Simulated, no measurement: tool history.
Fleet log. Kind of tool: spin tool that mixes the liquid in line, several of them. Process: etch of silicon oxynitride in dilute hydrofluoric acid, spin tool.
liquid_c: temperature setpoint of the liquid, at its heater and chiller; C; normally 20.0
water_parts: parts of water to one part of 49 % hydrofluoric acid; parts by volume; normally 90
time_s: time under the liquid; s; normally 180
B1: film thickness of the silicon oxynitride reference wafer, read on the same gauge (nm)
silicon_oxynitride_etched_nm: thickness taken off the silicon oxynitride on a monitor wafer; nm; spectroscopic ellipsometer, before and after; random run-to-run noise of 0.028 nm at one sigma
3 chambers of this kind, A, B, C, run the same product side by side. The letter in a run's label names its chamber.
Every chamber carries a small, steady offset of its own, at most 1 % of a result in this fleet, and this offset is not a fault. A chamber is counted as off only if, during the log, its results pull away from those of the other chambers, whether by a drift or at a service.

Run 1A, hour 3.1: usual settings; B1 39.980. Result: silicon_oxynitride_etched_nm 3.6988 nm.
Run 2B, hour 5.8: usual settings; B1 39.994. Result: silicon_oxynitride_etched_nm 3.6754 nm.
Run 3C, hour 8.7: usual settings; B1 39.974. Result: silicon_oxynitride_etched_nm 3.7184 nm.
Run 4B, hour 12.2: usual settings; B1 39.999. Result: silicon_oxynitride_etched_nm 3.6612 nm.
Run 5C, hour 14.4: usual settings; B1 40.036. Result: silicon_oxynitride_etched_nm 3.6375 nm.
Run 6A, hour 17.7: usual settings; B1 40.044. Result: silicon_oxynitride_etched_nm 3.6794 nm.
Run 7A, hour 21.2: usual settings; B1 39.992. Result: silicon_oxynitride_etched_nm 3.6930 nm.
Run 8C, hour 24.5: usual settings; B1 39.995. Result: silicon_oxynitride_etched_nm 3.6712 nm.
Run 9B, hour 28.1: usual settings; B1 39.957. Result: silicon_oxynitride_etched_nm 3.6701 nm.
Run 10A, hour 30.9: usual settings; B1 39.999. Result: silicon_oxynitride_etched_nm 3.6720 nm.
Run 11B, hour 33.3: usual settings; B1 39.999. Result: silicon_oxynitride_etched_nm 3.7094 nm.
Run 12C, hour 36.5: usual settings; B1 40.017. Result: silicon_oxynitride_etched_nm 3.6469 nm.
Run 13C, hour 39.7: usual settings; B1 39.967. Result: silicon_oxynitride_etched_nm 3.5533 nm.
Run 14B, hour 41.5: usual settings; B1 40.003. Result: silicon_oxynitride_etched_nm 3.6588 nm.
Run 15A, hour 44.5: usual settings but liquid_c 18.0 C, time_s 115 s; B1 40.005. Result: silicon_oxynitride_etched_nm 2.1224 nm.
Run 16C, hour 47.2: usual settings but liquid_c 18.0 C, time_s 115 s; B1 39.995. Result: silicon_oxynitride_etched_nm 2.0637 nm.
Run 17B, hour 50.1: usual settings but liquid_c 18.0 C, time_s 115 s; B1 40.011. Result: silicon_oxynitride_etched_nm 2.1057 nm.
Run 18A, hour 51.9: usual settings; B1 39.996. Result: silicon_oxynitride_etched_nm 3.6171 nm.
Run 19A, hour 54.8: usual settings; B1 40.025. Result: silicon_oxynitride_etched_nm 3.6296 nm.
Run 20C, hour 57.0: usual settings; B1 40.010. Result: silicon_oxynitride_etched_nm 3.5234 nm.
Run 21B, hour 60.2: usual settings; B1 40.009. Result: silicon_oxynitride_etched_nm 3.7040 nm.
Run 22A, hour 64.0: usual settings; B1 40.035. Result: silicon_oxynitride_etched_nm 3.6501 nm.
Run 23B, hour 67.4: usual settings but time_s 250 s; B1 40.001. Result: silicon_oxynitride_etched_nm 5.0745 nm.
Run 24C, hour 69.4: usual settings but time_s 250 s; B1 39.991. Result: silicon_oxynitride_etched_nm 4.8927 nm.
Run 25A, hour 72.3: usual settings but time_s 250 s; B1 39.998. Result: silicon_oxynitride_etched_nm 5.0994 nm.
Run 26B, hour 75.6: usual settings; B1 39.986. Result: silicon_oxynitride_etched_nm 3.6876 nm.
Run 27C, hour 79.5: usual settings but liquid_c 23.5 C; B1 40.015. Result: silicon_oxynitride_etched_nm 4.0719 nm.
Run 28A, hour 81.5: usual settings but liquid_c 23.5 C; B1 40.023. Result: silicon_oxynitride_etched_nm 4.3420 nm.
Run 29B, hour 85.2: usual settings but liquid_c 23.5 C; B1 40.021. Result: silicon_oxynitride_etched_nm 4.2798 nm.
Run 30C, hour 88.9: usual settings; B1 39.996. Result: silicon_oxynitride_etched_nm 3.4370 nm.
Run 31A, hour 93.0: usual settings; B1 39.993. Result: silicon_oxynitride_etched_nm 3.6580 nm.
Run 32C, hour 95.7: usual settings; B1 39.987. Result: silicon_oxynitride_etched_nm 3.4310 nm.
Run 33B, hour 97.9: usual settings; B1 39.982. Result: silicon_oxynitride_etched_nm 3.6535 nm.
Run 34B, hour 101.0: usual settings; B1 40.010. Result: silicon_oxynitride_etched_nm 3.6890 nm.
Run 35A, hour 103.9: usual settings; B1 40.015. Result: silicon_oxynitride_etched_nm 3.6345 nm.
Run 36C, hour 107.8: usual settings but time_s 140 s; B1 39.969. Result: silicon_oxynitride_etched_nm 2.6601 nm.
Run 37C, hour 110.8: usual settings but time_s 140 s; B1 39.994. Result: silicon_oxynitride_etched_nm 2.6587 nm.

Does one chamber stand apart from the rest, does the shared gauge drift, or is all well apart from small per-chamber offsets? Give the chamber and the most likely cause, where there is one.

Little by little, chamber C moves away from the other chambers.
Most likely cause: liquid colder than its thermometer reads (K) = 1.85.
With only this log, it may be confused with: hydrofluoric acid flow below the setpoint (%).

Chamber C could run next with any of the 4 candidate recipes listed below; each alters the usual settings, and their results appear as question marks. Which one brings its results back in line with what the other chambers deliver on the usual settings?
Maximum distance from the other chambers' mean on the usual settings for a result to count as in line: silicon_oxynitride_etched_nm 0.0980 nm
Run 38C-1, hour 113.8: usual settings but time_s 175 s. Result: silicon_oxynitride_etched_nm ?.
Run 38C-2, hour 113.8: usual settings but time_s 165 s. Result: silicon_oxynitride_etched_nm ?.
Run 38C-3, hour 113.8: usual settings but time_s 185 s. Result: silicon_oxynitride_etched_nm ?.
Run 38C-4, hour 113.8: usual settings but water_parts 85 parts by volume, time_s 185 s. Result: silicon_oxynitride_etched_nm ?.

What the other chambers average on the usual settings: silicon_oxynitride_etched_nm 3.6624 nm
  run  silicon_oxynitride_etched_nm
38C-1                        3.2812
38C-2                        3.0937
38C-3                        3.4687
38C-4                        3.6817
38C-4 brings the chamber back in line.
